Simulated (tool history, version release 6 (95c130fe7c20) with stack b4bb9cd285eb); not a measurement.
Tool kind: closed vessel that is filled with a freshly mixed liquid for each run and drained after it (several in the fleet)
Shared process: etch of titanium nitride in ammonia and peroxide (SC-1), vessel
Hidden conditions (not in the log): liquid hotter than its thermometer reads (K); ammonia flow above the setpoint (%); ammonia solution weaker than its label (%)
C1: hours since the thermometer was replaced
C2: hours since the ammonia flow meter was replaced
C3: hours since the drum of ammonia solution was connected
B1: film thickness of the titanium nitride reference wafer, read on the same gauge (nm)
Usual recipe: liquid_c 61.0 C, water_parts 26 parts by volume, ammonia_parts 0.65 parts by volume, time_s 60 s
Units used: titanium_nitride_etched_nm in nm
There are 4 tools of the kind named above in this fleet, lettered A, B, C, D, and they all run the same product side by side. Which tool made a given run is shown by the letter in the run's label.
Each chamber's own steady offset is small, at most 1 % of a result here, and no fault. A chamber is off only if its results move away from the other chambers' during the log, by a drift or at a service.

run 1B hour=5.5 | liquid_c=61.0 water_parts=26 ammonia_parts=0.65 time_s=60 | C1=754.5 C2=449.1 C3=296.2 | B1=70.005 | titanium_nitride_etched_nm=8.7739
run 2A hour=16.7 | liquid_c=61.0 water_parts=26 ammonia_parts=0.65 time_s=60 | C1=390.0 C2=293.6 C3=173.3 | B1=70.003 | titanium_nitride_etched_nm=8.9250
run 3D hour=22.6 | liquid_c=61.0 water_parts=26 ammonia_parts=0.65 time_s=60 | C1=307.5 C2=2045.5 C3=528.0 | B1=69.994 | titanium_nitride_etched_nm=8.8121
run 4C hour=30.4 | liquid_c=61.0 water_parts=26 ammonia_parts=0.65 time_s=60 | C1=222.0 C2=168.8 C3=139.6 | B1=69.985 | titanium_nitride_etched_nm=8.8388
run 5C hour=39.5 | liquid_c=66.5 water_parts=26 ammonia_parts=0.65 time_s=60 | C1=231.1 C2=177.9 C3=148.7 | B1=70.008 | titanium_nitride_etched_nm=12.4860
run 6B hour=49.3 | liquid_c=66.5 water_parts=26 ammonia_parts=0.65 time_s=60 | C1=798.3 C2=492.9 C3=340.0 | B1=69.977 | titanium_nitride_etched_nm=12.5390
run 7D hour=57.4 | liquid_c=66.5 water_parts=26 ammonia_parts=0.65 time_s=60 | C1=342.3 C2=2080.3 C3=562.8 | B1=69.986 | titanium_nitride_etched_nm=12.5980
run 8A hour=65.0 | liquid_c=66.5 water_parts=26 ammonia_parts=0.65 time_s=60 | C1=438.3 C2=341.9 C3=221.6 | B1=69.986 | titanium_nitride_etched_nm=12.7750
run 9C hour=75.0 | liquid_c=61.0 water_parts=26 ammonia_parts=0.65 time_s=60 | C1=266.6 C2=213.4 C3=184.2 | B1=70.014 | titanium_nitride_etched_nm=8.7387
run 10D hour=85.8 | liquid_c=61.0 water_parts=26 ammonia_parts=0.65 time_s=60 | C1=370.7 C2=2108.7 C3=591.2 | B1=70.010 | titanium_nitride_etched_nm=9.0120
run 11B hour=95.7 | liquid_c=61.0 water_parts=26 ammonia_parts=0.65 time_s=60 | C1=844.7 C2=539.3 C3=386.4 | B1=69.991 | titanium_nitride_etched_nm=8.9878
-- hour=101.4 chamber D: ammonia flow meter replaced
run 12A hour=105.4 | liquid_c=61.0 water_parts=26 ammonia_parts=0.65 time_s=90 | C1=478.7 C2=382.3 C3=262.0 | B1=70.010 | titanium_nitride_etched_nm=13.5060
run 13B hour=111.4 | liquid_c=61.0 water_parts=26 ammonia_parts=0.65 time_s=90 | C1=860.4 C2=555.0 C3=402.1 | B1=70.005 | titanium_nitride_etched_nm=13.3750
run 14A hour=122.8 | liquid_c=61.0 water_parts=26 ammonia_parts=0.65 time_s=90 | C1=496.1 C2=399.7 C3=279.4 | B1=70.018 | titanium_nitride_etched_nm=13.4030
-- hour=127.5 chamber A: new drum of ammonia solution connected
run 15C hour=131.9 | liquid_c=61.0 water_parts=26 ammonia_parts=0.65 time_s=90 | C1=323.5 C2=270.3 C3=241.1 | B1=70.002 | titanium_nitride_etched_nm=13.4750
-- hour=135.2 chamber A: ammonia flow meter replaced
run 16D hour=140.1 | liquid_c=61.0 water_parts=26 ammonia_parts=0.65 time_s=60 | C1=425.0 C2=38.7 C3=645.5 | B1=69.997 | titanium_nitride_etched_nm=9.1229
run 17D hour=147.0 | liquid_c=70.0 water_parts=26 ammonia_parts=0.65 time_s=30 | C1=431.9 C2=45.6 C3=652.4 | B1=69.993 | titanium_nitride_etched_nm=8.0685
run 18B hour=156.8 | liquid_c=70.0 water_parts=26 ammonia_parts=0.65 time_s=30 | C1=905.8 C2=600.4 C3=447.5 | B1=69.994 | titanium_nitride_etched_nm=7.7490
run 19A hour=165.9 | liquid_c=70.0 water_parts=26 ammonia_parts=0.65 time_s=30 | C1=539.2 C2=30.8 C3=38.5 | B1=70.029 | titanium_nitride_etched_nm=7.9699
-- hour=166.3 chamber C: new drum of ammonia solution connected
run 20C hour=174.0 | liquid_c=70.0 water_parts=26 ammonia_parts=0.65 time_s=30 | C1=365.6 C2=312.4 C3=7.7 | B1=69.987 | titanium_nitride_etched_nm=7.6428
run 21B hour=183.4 | liquid_c=61.0 water_parts=26 ammonia_parts=0.65 time_s=60 | C1=932.4 C2=627.0 C3=474.1 | B1=69.975 | titanium_nitride_etched_nm=8.8881
run 22C hour=190.0 | liquid_c=61.0 water_parts=26 ammonia_parts=0.65 time_s=60 | C1=381.6 C2=328.4 C3=23.7 | B1=69.969 | titanium_nitride_etched_nm=8.8507
-- hour=199.2 chamber D: new drum of ammonia solution connected
run 23D hour=201.5 | liquid_c=61.0 water_parts=26 ammonia_parts=0.65 time_s=60 | C1=486.4 C2=100.1 C3=2.3 | B1=70.041 | titanium_nitride_etched_nm=9.4853
run 24A hour=206.9 | liquid_c=61.0 water_parts=26 ammonia_parts=0.65 time_s=60 | C1=580.2 C2=71.8 C3=79.5 | B1=70.015 | titanium_nitride_etched_nm=8.8592
run 25D hour=212.6 | liquid_c=61.0 water_parts=21 ammonia_parts=0.65 time_s=60 | C1=497.5 C2=111.2 C3=13.4 | B1=70.002 | titanium_nitride_etched_nm=10.7440
run 26B hour=219.8 | liquid_c=61.0 water_parts=21 ammonia_parts=0.65 time_s=60 | C1=968.8 C2=663.4 C3=510.5 | B1=70.014 | titanium_nitride_etched_nm=10.0440
run 27C hour=230.8 | liquid_c=61.0 water_parts=21 ammonia_parts=0.65 time_s=60 | C1=422.4 C2=369.2 C3=64.5 | B1=70.005 | titanium_nitride_etched_nm=10.0460
run 28A hour=241.4 | liquid_c=61.0 water_parts=21 ammonia_parts=0.65 time_s=60 | C1=614.7 C2=106.3 C3=114.0 | B1=69.994 | titanium_nitride_etched_nm=10.0070
run 29A hour=248.3 | liquid_c=61.0 water_parts=26 ammonia_parts=0.65 time_s=60 | C1=621.6 C2=113.2 C3=120.9 | B1=69.963 | titanium_nitride_etched_nm=9.0049

One chamber off, gauge drift, or nothing amiss beyond the chambers' own small offsets? If it is a chamber, which one, and what is the likeliest cause?

One chamber, D, drifts off from the rest bit by bit.
Likeliest cause: liquid hotter than its thermometer reads (K) = 1.51.

Chamber D could run next with any of the 4 candidate recipes listed below; each alters the usual settings, and their results appear as question marks. Which one brings its results back in line with what the other chambers deliver on the usual settings?
In-line tolerance around the mean of the other chambers on the usual settings: titanium_nitride_etched_nm 0.2600 nm
run 30D-1 hour=256.7 | liquid_c=62.5 water_parts=26 ammonia_parts=0.65 time_s=60 | titanium_nitride_etched_nm=?
run 30D-2 hour=256.7 | liquid_c=58.0 water_parts=26 ammonia_parts=0.65 time_s=60 | titanium_nitride_etched_nm=?
run 30D-3 hour=256.7 | liquid_c=62.5 water_parts=25 ammonia_parts=0.65 time_s=65 | titanium_nitride_etched_nm=?
run 30D-4 hour=256.7 | liquid_c=61.0 water_parts=26 ammonia_parts=0.40 time_s=60 | titanium_nitride_etched_nm=?

Average result of the remaining chambers running the usual settings: titanium_nitride_etched_nm 8.8965 nm
run=30D-1 titanium_nitride_etched_nm=10.7190
run=30D-2 titanium_nitride_etched_nm=8.0211
run=30D-3 titanium_nitride_etched_nm=11.8680
run=30D-4 titanium_nitride_etched_nm=8.8959
The answer is 30D-4, which returns the chamber to within the allowed miss of the others.
